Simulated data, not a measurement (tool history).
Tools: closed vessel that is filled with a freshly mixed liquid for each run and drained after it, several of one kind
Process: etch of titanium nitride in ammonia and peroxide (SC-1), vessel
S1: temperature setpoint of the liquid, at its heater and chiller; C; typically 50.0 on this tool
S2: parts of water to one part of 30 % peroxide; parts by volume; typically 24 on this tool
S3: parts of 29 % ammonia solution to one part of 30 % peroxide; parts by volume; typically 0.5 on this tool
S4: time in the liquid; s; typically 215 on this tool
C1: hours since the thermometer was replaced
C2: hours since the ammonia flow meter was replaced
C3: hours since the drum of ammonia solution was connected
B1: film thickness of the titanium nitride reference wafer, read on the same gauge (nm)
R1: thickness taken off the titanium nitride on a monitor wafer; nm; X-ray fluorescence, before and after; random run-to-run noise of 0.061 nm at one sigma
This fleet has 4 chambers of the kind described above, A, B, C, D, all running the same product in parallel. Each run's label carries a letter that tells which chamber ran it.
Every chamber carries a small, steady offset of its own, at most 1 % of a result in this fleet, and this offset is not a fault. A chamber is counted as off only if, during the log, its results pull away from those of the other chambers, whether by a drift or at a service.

run 1A hour=5.9 | S1=50.0 S2=24 S3=0.5 S4=215 | C1=74.2 C2=375.0 C3=608.5 | B1=129.99 | R1=7.4097
run 2D hour=9.8 | S1=50.0 S2=24 S3=0.5 S4=215 | C1=502.7 C2=1774.4 C3=122.4 | B1=129.99 | R1=7.2400
run 3C hour=17.0 | S1=50.0 S2=24 S3=0.5 S4=215 | C1=1950.0 C2=592.8 C3=436.4 | B1=130.01 | R1=7.4328
run 4B hour=23.4 | S1=50.0 S2=24 S3=0.5 S4=215 | C1=1767.0 C2=171.1 C3=619.4 | B1=129.98 | R1=7.4610
run 5B hour=27.6 | S1=50.0 S2=24 S3=0.5 S4=215 | C1=1771.2 C2=175.3 C3=623.6 | B1=130.01 | R1=7.5403
run 6D hour=34.4 | S1=50.0 S2=24 S3=0.5 S4=215 | C1=527.3 C2=1799.0 C3=147.0 | B1=130.00 | R1=7.3994
run 7C hour=40.1 | S1=50.0 S2=24 S3=0.5 S4=215 | C1=1973.1 C2=615.9 C3=459.5 | B1=130.00 | R1=7.3264
run 8A hour=44.2 | S1=41.5 S2=24 S3=0.5 S4=155 | C1=112.5 C2=413.3 C3=646.8 | B1=130.02 | R1=2.9574
run 9A hour=48.9 | S1=41.5 S2=24 S3=0.5 S4=155 | C1=117.2 C2=418.0 C3=651.5 | B1=130.01 | R1=2.9131
run 10D hour=54.8 | S1=41.5 S2=24 S3=0.5 S4=155 | C1=547.7 C2=1819.4 C3=167.4 | B1=130.00 | R1=2.8843
run 11C hour=61.4 | S1=41.5 S2=24 S3=0.5 S4=155 | C1=1994.4 C2=637.2 C3=480.8 | B1=129.99 | R1=2.9178
run 12B hour=68.4 | S1=50.0 S2=24 S3=0.5 S4=215 | C1=1812.0 C2=216.1 C3=664.4 | B1=130.00 | R1=7.4296
run 13D hour=73.1 | S1=50.0 S2=24 S3=0.5 S4=215 | C1=566.0 C2=1837.7 C3=185.7 | B1=129.99 | R1=7.2782
run 14C hour=77.9 | S1=50.0 S2=24 S3=0.5 S4=215 | C1=2010.9 C2=653.7 C3=497.3 | B1=130.03 | R1=7.4306
run 15B hour=83.3 | S1=50.0 S2=24 S3=0.5 S4=215 | C1=1826.9 C2=231.0 C3=679.3 | B1=130.00 | R1=7.3724
run 16A hour=88.0 | S1=50.0 S2=24 S3=0.5 S4=215 | C1=156.3 C2=457.1 C3=690.6 | B1=130.00 | R1=7.4301
run 17A hour=94.1 | S1=50.0 S2=24 S3=0.5 S4=215 | C1=162.4 C2=463.2 C3=696.7 | B1=130.01 | R1=7.5270
run 18C hour=99.6 | S1=50.0 S2=24 S3=0.5 S4=215 | C1=2032.6 C2=675.4 C3=519.0 | B1=129.97 | R1=7.4526
run 19D hour=103.7 | S1=50.0 S2=24 S3=0.5 S4=215 | C1=596.6 C2=1868.3 C3=216.3 | B1=130.00 | R1=7.3565
run 20B hour=110.1 | S1=50.0 S2=24 S3=0.5 S4=215 | C1=1853.7 C2=257.8 C3=706.1 | B1=129.98 | R1=7.4661
run 21D hour=116.2 | S1=50.0 S2=24 S3=0.5 S4=215 | C1=609.1 C2=1880.8 C3=228.8 | B1=130.00 | R1=7.2957
-- hour=118.9 chamber D: ammonia flow meter replaced
run 22A hour=121.5 | S1=50.0 S2=24 S3=0.5 S4=215 | C1=189.8 C2=490.6 C3=724.1 | B1=129.99 | R1=7.3706
run 23C hour=128.6 | S1=50.0 S2=24 S3=0.5 S4=215 | C1=2061.6 C2=704.4 C3=548.0 | B1=130.00 | R1=7.3522
run 24B hour=133.6 | S1=50.0 S2=24 S3=0.5 S4=215 | C1=1877.2 C2=281.3 C3=729.6 | B1=130.00 | R1=7.4352
run 25A hour=140.2 | S1=50.0 S2=24 S3=0.5 S4=170 | C1=208.5 C2=509.3 C3=742.8 | B1=129.99 | R1=5.9448
run 26D hour=145.1 | S1=50.0 S2=24 S3=0.5 S4=170 | C1=638.0 C2=26.2 C3=257.7 | B1=129.97 | R1=5.8480
run 27B hour=151.0 | S1=50.0 S2=24 S3=0.5 S4=170 | C1=1894.6 C2=298.7 C3=747.0 | B1=130.00 | R1=5.9691
run 28C hour=157.8 | S1=50.0 S2=24 S3=0.5 S4=170 | C1=2090.8 C2=733.6 C3=577.2 | B1=130.02 | R1=5.8976
run 29B hour=164.0 | S1=54.0 S2=24 S3=0.5 S4=215 | C1=1907.6 C2=311.7 C3=760.0 | B1=129.99 | R1=9.7758
run 30A hour=167.8 | S1=54.0 S2=24 S3=0.5 S4=215 | C1=236.1 C2=536.9 C3=770.4 | B1=130.00 | R1=9.9185

The same settings go to every chamber for the next run, one line per chamber below. Forecast the results for each:
run 31A hour=173.0 | S1=50.0 S2=24 S3=0.5 S4=215 | R1=?
run 31B hour=173.0 | S1=50.0 S2=24 S3=0.5 S4=215 | R1=?
run 31C hour=173.0 | S1=50.0 S2=24 S3=0.5 S4=215 | R1=?
run 31D hour=173.0 | S1=50.0 S2=24 S3=0.5 S4=215 | R1=?

run=31A R1=7.4857
run=31B R1=7.5046
run=31C R1=7.3471
run=31D R1=7.2460
